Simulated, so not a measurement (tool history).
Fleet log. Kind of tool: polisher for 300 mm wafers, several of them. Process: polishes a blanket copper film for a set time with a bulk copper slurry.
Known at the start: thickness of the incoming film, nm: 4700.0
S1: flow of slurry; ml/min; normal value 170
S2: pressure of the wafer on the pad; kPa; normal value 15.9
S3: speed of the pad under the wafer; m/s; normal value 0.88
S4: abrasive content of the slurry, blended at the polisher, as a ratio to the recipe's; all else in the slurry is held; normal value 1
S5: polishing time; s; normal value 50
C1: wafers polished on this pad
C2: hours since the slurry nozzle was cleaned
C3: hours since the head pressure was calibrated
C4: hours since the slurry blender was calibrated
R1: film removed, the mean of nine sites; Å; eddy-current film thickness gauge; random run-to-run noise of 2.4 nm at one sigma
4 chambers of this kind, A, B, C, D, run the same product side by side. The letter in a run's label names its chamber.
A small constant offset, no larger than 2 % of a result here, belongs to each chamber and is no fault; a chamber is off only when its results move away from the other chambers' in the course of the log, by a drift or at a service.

At hour 5.6: chamber D: worn pad replaced by a new one.
Run 1B, hour 8.3: usual settings; C1 153; C2 80.2; C3 701.5; C4 200.2. Result: R1 3114.9 Å.
Run 2C, hour 20.3: usual settings; C1 640; C2 60.3; C3 152.5; C4 42.5. Result: R1 3194.3 Å.
At hour 25.8: chamber A: worn pad replaced by a new one.
At hour 28.6: chamber C: worn pad replaced by a new one.
Run 3D, hour 30.1: usual settings; C1 352; C2 169.1; C3 357.6; C4 248. Result: R1 3197.5 Å.
Run 4A, hour 41.6: usual settings; C1 228; C2 136.2; C3 1312.2; C4 41.6. Result: R1 3157.3 Å.
At hour 46.4: chamber B: worn pad replaced by a new one.
Run 5A, hour 47.3: usual settings; C1 310; C2 141.9; C3 1317.9; C4 47.3. Result: R1 3141.3 Å.
Run 6C, hour 59.1: usual settings; C1 439; C2 99.1; C3 191.3; C4 81.3. Result: R1 3162.9 Å.
Run 7B, hour 71.2: usual settings but S1 145 ml/min, S5 40 s; C1 357; C2 143.1; C3 764.4; C4 263.1. Result: R1 2440.3 Å.
At hour 78.1: chamber C: worn pad replaced by a new one.
Run 8D, hour 78.5: usual settings but S1 145 ml/min, S5 40 s; C1 1047; C2 217.5; C3 406; C4 296.4. Result: R1 2479.2 Å.
At hour 89.6: chamber A: worn pad replaced by a new one.
Run 9A, hour 90.7: usual settings but S1 145 ml/min, S5 40 s; C1 15; C2 185.3; C3 1361.3; C4 90.7. Result: R1 2480.1 Å.
At hour 91: chamber B: worn pad replaced by a new one.
At hour 91.2: chamber B: slurry blender recalibrated.
Run 10B, hour 99.4: usual settings but S1 145 ml/min, S5 40 s; C1 121; C2 171.3; C3 792.6; C4 8.3. Result: R1 2474.5 Å.
At hour 100.7: chamber D: worn pad replaced by a new one.
Run 11D, hour 107.1: usual settings; C1 92; C2 246.1; C3 434.6; C4 325. Result: R1 3178 Å.
At hour 118.8: chamber D: slurry blender recalibrated.
Run 12C, hour 119.3: usual settings; C1 592; C2 159.3; C3 251.5; C4 141.5. Result: R1 3161.3 Å.
At hour 123.9: chamber A: head pressure recalibrated.
At hour 125.8: chamber D: head pressure recalibrated.
At hour 126: chamber C: worn pad replaced by a new one.
Run 13A, hour 127.1: usual settings; C1 538; C2 221.7; C3 3.3; C4 127.1. Result: R1 3141 Å.
At hour 129.5: chamber B: slurry nozzle cleaned.
Run 14B, hour 134.2: usual settings; C1 621; C2 4.8; C3 827.4; C4 43.1. Result: R1 3113.1 Å.
At hour 144.2: chamber B: worn pad replaced by a new one.
Run 15D, hour 146: usual settings; C1 650; C2 285; C3 20.2; C4 27.3. Result: R1 3429.1 Å.
At hour 146.3: chamber A: worn pad replaced by a new one.
Run 16C, hour 151.7: usual settings; C1 369; C2 191.7; C3 283.9; C4 173.9. Result: R1 3177.5 Å.
Run 17A, hour 157.3: usual settings; C1 158; C2 251.9; C3 33.5; C4 157.3. Result: R1 3157.9 Å.
At hour 163: chamber A: slurry blender recalibrated.
Run 18D, hour 169.4: usual settings; C1 986; C2 308.4; C3 43.6; C4 50.7. Result: R1 3433.4 Å.
Run 19B, hour 175.8: usual settings; C1 454; C2 46.4; C3 869; C4 84.7. Result: R1 3143 Å.
At hour 176.7: chamber C: worn pad replaced by a new one.
Run 20C, hour 188.2: usual settings; C1 166; C2 228.2; C3 320.4; C4 210.4. Result: R1 3152.6 Å.
At hour 190.6: chamber D: worn pad replaced by a new one.
At hour 197.5: chamber B: worn pad replaced by a new one.
Run 21C, hour 200.9: usual settings but S2 20 kPa, S3 0.98 m/s; C1 348; C2 240.9; C3 333.1; C4 223.1. Result: R1 4474.1 Å.
Run 22D, hour 206.7: usual settings but S2 20 kPa, S3 0.98 m/s; C1 231; C2 345.7; C3 80.9; C4 88. Result: R1 4878.9 Å.
At hour 213.4: chamber A: worn pad replaced by a new one.
Run 23B, hour 216.4: usual settings but S2 20 kPa, S3 0.98 m/s; C1 272; C2 87; C3 909.6; C4 125.3. Result: R1 4379.9 Å.
Run 24A, hour 225.9: usual settings but S2 20 kPa, S3 0.98 m/s; C1 179; C2 320.5; C3 102.1; C4 63. Result: R1 4463.6 Å.
Run 25D, hour 235.3: usual settings; C1 642; C2 374.3; C3 109.5; C4 116.6. Result: R1 3395.5 Å.

All 4 chambers run these settings next. Forecast each chamber's results:
Run 26A, hour 244.7: usual settings but S5 55 s. Result: R1 ?.
Run 26B, hour 244.7: usual settings but S5 55 s. Result: R1 ?.
Run 26C, hour 244.7: usual settings but S5 55 s. Result: R1 ?.
Run 26D, hour 244.7: usual settings but S5 55 s. Result: R1 ?.

run      R1
26A  3494.2
26B  3494.5
26C  3474.9
26D  3770.8
